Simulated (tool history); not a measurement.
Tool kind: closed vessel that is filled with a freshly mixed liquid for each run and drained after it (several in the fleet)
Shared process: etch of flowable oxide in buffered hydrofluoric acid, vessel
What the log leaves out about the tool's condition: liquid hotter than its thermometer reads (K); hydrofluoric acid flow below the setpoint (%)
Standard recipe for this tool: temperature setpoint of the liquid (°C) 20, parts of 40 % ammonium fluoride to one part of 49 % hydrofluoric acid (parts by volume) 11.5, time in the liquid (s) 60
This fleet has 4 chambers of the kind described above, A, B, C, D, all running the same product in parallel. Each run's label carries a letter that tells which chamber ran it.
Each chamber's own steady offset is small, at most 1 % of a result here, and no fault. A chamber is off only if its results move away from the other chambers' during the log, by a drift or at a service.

run	hour	temperature setpoint of the liquid (°C)	parts of 40 % ammonium fluoride to one part of 49 % hydrofluoric acid (parts by volume)	time in the liquid (s)	hours since the thermometer was replaced	hours since the hydrofluoric acid flow meter was replaced	read-back film thickness of the flowable oxide reference wafer, read on the same gauge (nm)	thickness taken off the flowable oxide on a monitor wafer (Å)
1C	11.1	20	11.5	60	1579.0	729.6	79.985	1209.90
2A	23.7	20	11.5	60	302.2	877.8	79.977	1209.70
3B	30.1	20	11.5	60	387.9	1167.8	80.007	1212.20
# hour 33.9: chamber C: thermometer replaced
4D	36.8	20	11.5	60	368.0	134.2	80.031	1205.30
5A	44.4	20	11.5	60	322.9	898.5	79.996	1211.00
6D	53.3	20	11.5	60	384.5	150.7	80.015	1199.40
7C	60.6	20	11.5	60	26.8	779.1	80.021	1206.40
8B	70.6	20	11.5	60	428.4	1208.3	79.999	1201.60
9D	80.1	20	11.5	60	411.3	177.5	79.998	1198.30
10A	90.4	20	11.5	60	368.9	944.5	80.022	1214.90
11B	97.3	20	11.5	60	455.1	1235.0	79.976	1219.90
12C	106.9	20	11.5	60	73.1	825.4	80.005	1215.70
13B	116.1	20	11.5	60	473.9	1253.8	79.991	1214.70
14A	123.4	20	11.5	45	401.9	977.5	80.025	907.45
15D	134.1	20	11.5	45	465.3	231.5	80.007	897.29
16C	143.1	20	11.5	45	109.3	861.6	80.011	909.81
17A	155.2	20	11.5	45	433.7	1009.3	79.987	904.93
18B	164.0	20	11.5	30	521.8	1301.7	79.993	604.12
19D	169.8	20	11.5	30	501.0	267.2	80.003	599.63
20C	175.4	20	11.5	30	141.6	893.9	79.975	600.38
21B	186.2	20	11.5	30	544.0	1323.9	79.982	605.41
22A	195.5	20	11.5	45	474.0	1049.6	80.002	910.85
23D	208.0	20	11.5	45	539.2	305.4	80.026	911.65
24C	217.1	20	11.5	45	183.3	935.6	79.983	894.64
25A	226.9	20	11.5	45	505.4	1081.0	80.030	901.11
# hour 233.9: chamber A: thermometer replaced
26B	238.0	20	11.5	60	595.8	1375.7	79.987	1212.90
27D	246.9	20	11.5	60	578.1	344.3	80.000	1197.00
28C	252.7	20	11.5	60	218.9	971.2	79.998	1176.40
29C	261.0	20	11.5	60	227.2	979.5	80.018	1177.80
30D	273.6	20	11.5	60	604.8	371.0	79.992	1202.60
31A	280.0	20	11.5	60	46.2	1134.1	80.043	1213.90
32B	292.5	20	11.5	60	650.3	1430.2	79.989	1216.00
33D	301.3	20	11.5	60	632.5	398.7	79.957	1200.10
34C	308.1	20	11.5	60	274.3	1026.6	79.965	1165.00
35A	318.4	20	11.5	60	84.6	1172.5	80.054	1218.50
36B	326.7	24	10.0	60	684.5	1464.4	80.031	1718.00
37A	339.4	24	10.0	60	105.6	1193.5	80.018	1720.60
38C	351.6	24	10.0	60	317.8	1070.1	79.967	1635.20
39B	364.0	24	10.0	60	721.8	1501.7	79.988	1738.50
40D	373.1	23	15.5	60	704.3	470.5	80.002	1070.10
41B	380.7	23	15.5	60	738.5	1518.4	79.968	1065.70
42A	388.3	23	15.5	60	154.5	1242.4	80.003	1065.20
# hour 390.9: chamber D: hydrofluoric acid flow meter replaced
43C	394.6	23	15.5	60	360.8	1113.1	79.980	994.35
44D	404.5	20	11.5	60	735.7	13.7	80.014	1211.70

All 4 chambers run these settings next. Forecast each chamber's results:
45A	413.6	20	11.5	60				?
45B	413.6	20	11.5	60				?
45C	413.6	20	11.5	60				?
45D	413.6	20	11.5	60				?

run	thickness taken off the flowable oxide on a monitor wafer (Å)
45A	1214.80
45B	1210.10
45C	1141.00
45D	1197.50
